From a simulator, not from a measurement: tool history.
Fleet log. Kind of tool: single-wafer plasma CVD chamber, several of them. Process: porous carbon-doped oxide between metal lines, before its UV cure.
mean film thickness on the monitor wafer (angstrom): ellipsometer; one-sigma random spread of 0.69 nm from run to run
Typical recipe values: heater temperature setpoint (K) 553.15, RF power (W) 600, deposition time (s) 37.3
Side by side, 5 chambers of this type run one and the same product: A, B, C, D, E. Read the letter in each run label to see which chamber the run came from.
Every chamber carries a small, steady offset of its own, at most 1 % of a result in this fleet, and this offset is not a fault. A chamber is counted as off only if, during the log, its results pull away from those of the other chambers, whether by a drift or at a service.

run    day  heater temperature setpoint (K)  RF power (W)  deposition time (s)  hours since the last thermocouple change  hours since the last RF generator calibration  read-back reference wafer on the same gauge, thickness_nm  mean film thickness on the monitor wafer (angstrom)
 1D  0.175                           553.15           600                 37.3                                     591.1                                         1136.5                                                     265.96                                               2532.2
 2C  0.371                           553.15           600                 37.3                                    1557.6                                          767.0                                                     265.78                                               2532.4
 3B  0.504                           553.15           600                 37.3                                    1230.7                                         1332.6                                                     266.14                                               2536.1
 4A  0.733                           553.15           600                 37.3                                     464.5                                          296.2                                                     266.13                                               2572.8
 5E  0.975                           553.15           600                 37.3                                     898.7                                          477.3                                                     266.19                                               2571.3
     1.138  -- chamber C: thermocouple changed; heater temperature recalibrated
 6D  1.150                           553.15           600                 37.3                                     614.5                                         1159.9                                                     266.02                                               2520.2
 7B  1.279                           553.15           600                 37.3                                    1249.3                                         1351.2                                                     265.90                                               2558.3
 8C  1.438                           553.15           600                 37.3                                       7.3                                          792.6                                                     265.90                                               2527.0
 9E  1.604                           553.15           600                 37.3                                     913.8                                          492.4                                                     265.91                                               2577.6
10A  1.712                           558.15           600                 37.3                                     488.0                                          319.7                                                     265.92                                               2499.0
11E  1.867                           558.15           600                 37.3                                     920.1                                          498.7                                                     265.90                                               2501.5
12A  1.975                           558.15           600                 37.3                                     494.3                                          326.0                                                     266.20                                               2504.2
13D  2.154                           558.15           600                 37.3                                     638.6                                         1184.0                                                     266.14                                               2460.8
14C  2.371                           558.15           600                 37.3                                      29.7                                          815.0                                                     266.04                                               2456.0
15B  2.562                           553.15           600                 37.3                                    1280.1                                         1382.0                                                     266.10                                               2550.6
16B  2.717                           553.15           600                 37.3                                    1283.8                                         1385.7                                                     266.14                                               2542.3
17A  2.896                           561.15           600                 37.3                                     516.4                                          348.1                                                     266.03                                               2451.1
18D  3.125                           561.15           600                 37.3                                     661.9                                         1207.3                                                     266.01                                               2406.1
19C  3.292                           561.15           600                 37.3                                      51.8                                          837.1                                                     266.15                                               2409.8
20E  3.462                           561.15           600                 37.3                                     958.4                                          537.0                                                     266.02                                               2443.2
21E  3.654                           561.15           600                 37.3                                     963.0                                          541.6                                                     265.98                                               2449.5
22D  3.771                           553.15           600                 37.3                                     677.4                                         1222.8                                                     265.92                                               2533.1
23A  3.958                           553.15           600                 37.3                                     541.9                                          373.6                                                     266.10                                               2578.3
24B  4.183                           553.15           600                 37.3                                    1319.0                                         1420.9                                                     265.93                                               2546.8
25C  4.383                           553.15           600                 37.3                                      78.0                                          863.3                                                     266.13                                               2533.1
26C  4.592                           553.15           600                 37.3                                      83.0                                          868.3                                                     265.89                                               2529.1
27E  4.750                           553.15           600                 37.3                                     989.3                                          567.9                                                     266.19                                               2565.6
28D  4.988                           553.15           600                 37.3                                     706.6                                         1252.0                                                     265.85                                               2526.1
29A  5.167                           553.15           600                 37.3                                     570.9                                          402.6                                                     266.06                                               2573.2
30B  5.350                           553.15           600                 37.3                                    1347.0                                         1448.9                                                     266.06                                               2549.8
31A  5.521                           553.15           600                 37.3                                     579.4                                          411.1                                                     266.02                                               2565.7
32D  5.629                           553.15           600                 37.3                                     722.0                                         1267.4                                                     265.89                                               2537.9
33C  5.867                           545.15           600                 37.3                                     113.6                                          898.9                                                     265.88                                               2676.2
34B  6.092                           545.15           600                 37.3                                    1364.8                                         1466.7                                                     265.80                                               2679.1
35E  6.217                           545.15           600                 37.3                                    1024.5                                          603.1                                                     265.92                                               2696.0

Predict what each chamber gives when all 5 of them run the settings below next.
36A  6.388                           553.15           600                 37.3                                                                                                                                                                                                        ?
36B  6.388                           553.15           600                 37.3                                                                                                                                                                                                        ?
36C  6.388                           553.15           600                 37.3                                                                                                                                                                                                        ?
36D  6.388                           553.15           600                 37.3                                                                                                                                                                                                        ?
36E  6.388                           553.15           600                 37.3                                                                                                                                                                                                        ?

run  mean film thickness on the monitor wafer (angstrom)
36A                                               2571.9
36B                                               2549.1
36C                                               2525.0
36D                                               2528.5
36E                                               2562.6
